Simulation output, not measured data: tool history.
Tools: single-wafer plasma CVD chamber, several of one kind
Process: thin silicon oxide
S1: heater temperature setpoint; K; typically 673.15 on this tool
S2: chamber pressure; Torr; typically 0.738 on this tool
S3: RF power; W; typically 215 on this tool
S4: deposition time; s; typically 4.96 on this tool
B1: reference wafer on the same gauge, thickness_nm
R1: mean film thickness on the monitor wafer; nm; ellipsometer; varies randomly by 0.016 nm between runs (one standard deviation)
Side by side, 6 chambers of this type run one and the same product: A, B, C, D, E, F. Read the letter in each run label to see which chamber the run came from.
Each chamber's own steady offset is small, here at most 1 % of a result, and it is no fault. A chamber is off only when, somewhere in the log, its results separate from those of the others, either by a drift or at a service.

run	hour	S1	S2	S3	S4	B1	R1
1C	5.7	673.15	0.738	215	4.96	7.2716	7.2367
# hour 6.4: chamber F: capacitance manometer re-zeroed and calibrated
# hour 10.3: chamber B: thermocouple changed; heater temperature recalibrated
2F	10.3	673.15	0.738	215	4.96	7.2681	7.1992
3D	17.9	673.15	0.738	215	4.96	7.2674	7.3011
4B	26.7	673.15	0.738	215	4.96	7.2693	7.2820
5A	35.7	673.15	0.738	250	4.96	7.2687	7.7722
# hour 41.8: chamber B: RF generator calibrated
6E	43.5	673.15	0.738	250	4.96	7.2753	7.7782
7A	51.8	673.15	0.738	250	4.96	7.2725	7.7566
8D	60.8	673.15	0.738	250	4.96	7.2662	7.8677
9F	69.4	673.15	0.738	250	4.96	7.2667	7.7436
10C	76.7	673.15	0.738	250	4.96	7.2681	7.7944
11E	83.3	673.15	0.738	215	4.96	7.2729	7.2459
# hour 86.7: chamber A: capacitance manometer re-zeroed and calibrated
12B	87.3	673.15	0.738	215	4.96	7.2704	7.2887
13B	92.6	673.15	0.738	215	4.96	7.2654	7.2948
14E	98.6	673.15	0.738	215	4.96	7.2714	7.2166
15F	104.5	673.15	0.738	215	4.96	7.2714	7.1932
16D	109.5	673.15	0.738	215	4.96	7.2713	7.2970
17A	113.9	673.15	0.738	215	4.96	7.2677	7.2434
18C	119.1	673.15	0.738	215	4.96	7.2661	7.2381
19B	127.5	673.15	0.738	250	4.96	7.2658	7.8395
20F	133.9	673.15	0.738	250	4.96	7.2700	7.7060
21A	140.7	673.15	0.738	250	4.96	7.2711	7.7692
22D	149.6	673.15	0.738	250	4.96	7.2713	7.8149
23E	157.9	673.15	0.738	250	4.96	7.2688	7.7605
24C	163.6	673.15	0.738	250	4.96	7.2714	7.8109
# hour 165.2: chamber C: capacitance manometer re-zeroed and calibrated
25F	168.8	673.15	0.738	215	4.96	7.2732	7.1975
26E	173.4	673.15	0.738	215	4.96	7.2657	7.2362
27D	178.1	673.15	0.738	215	4.96	7.2713	7.3147
28A	184.8	673.15	0.738	215	4.96	7.2699	7.2554
29C	190.5	673.15	0.738	215	4.96	7.2701	7.2535
30B	196.8	673.15	0.738	215	4.96	7.2705	7.3018
31F	203.5	673.15	0.738	215	4.96	7.2713	7.1951
32A	209.6	673.15	0.738	215	4.96	7.2695	7.2614
33D	217.2	673.15	0.738	215	4.96	7.2702	7.3361
34B	224.9	673.15	0.738	215	4.96	7.2667	7.3030
35E	229.5	673.15	0.738	215	4.96	7.2719	7.2271
# hour 230.8: chamber A: thermocouple changed; heater temperature recalibrated
36C	233.8	673.15	0.738	215	4.96	7.2670	7.2674
37B	242.2	673.15	0.738	215	4.96	7.2687	7.2976
38A	246.7	673.15	0.738	215	4.96	7.2728	7.2472
39D	251.1	673.15	0.738	215	4.96	7.2700	7.3077
40E	260.1	673.15	0.738	215	4.96	7.2710	7.2425
41F	264.4	673.15	0.738	215	4.96	7.2684	7.2011
42C	268.4	673.15	0.738	215	4.96	7.2689	7.2515
43B	273.5	673.15	0.738	215	4.96	7.2716	7.3130
44A	278.4	673.15	0.738	215	4.96	7.2717	7.2647

The same settings go to every chamber for the next run, one line per chamber below. Forecast the results for each:
45A	285.0	673.15	0.738	185	4.96		?
45B	285.0	673.15	0.738	185	4.96		?
45C	285.0	673.15	0.738	185	4.96		?
45D	285.0	673.15	0.738	185	4.96		?
45E	285.0	673.15	0.738	185	4.96		?
45F	285.0	673.15	0.738	185	4.96		?

run	R1
45A	6.7066
45B	6.7328
45C	6.7327
45D	6.7939
45E	6.7010
45F	6.6924
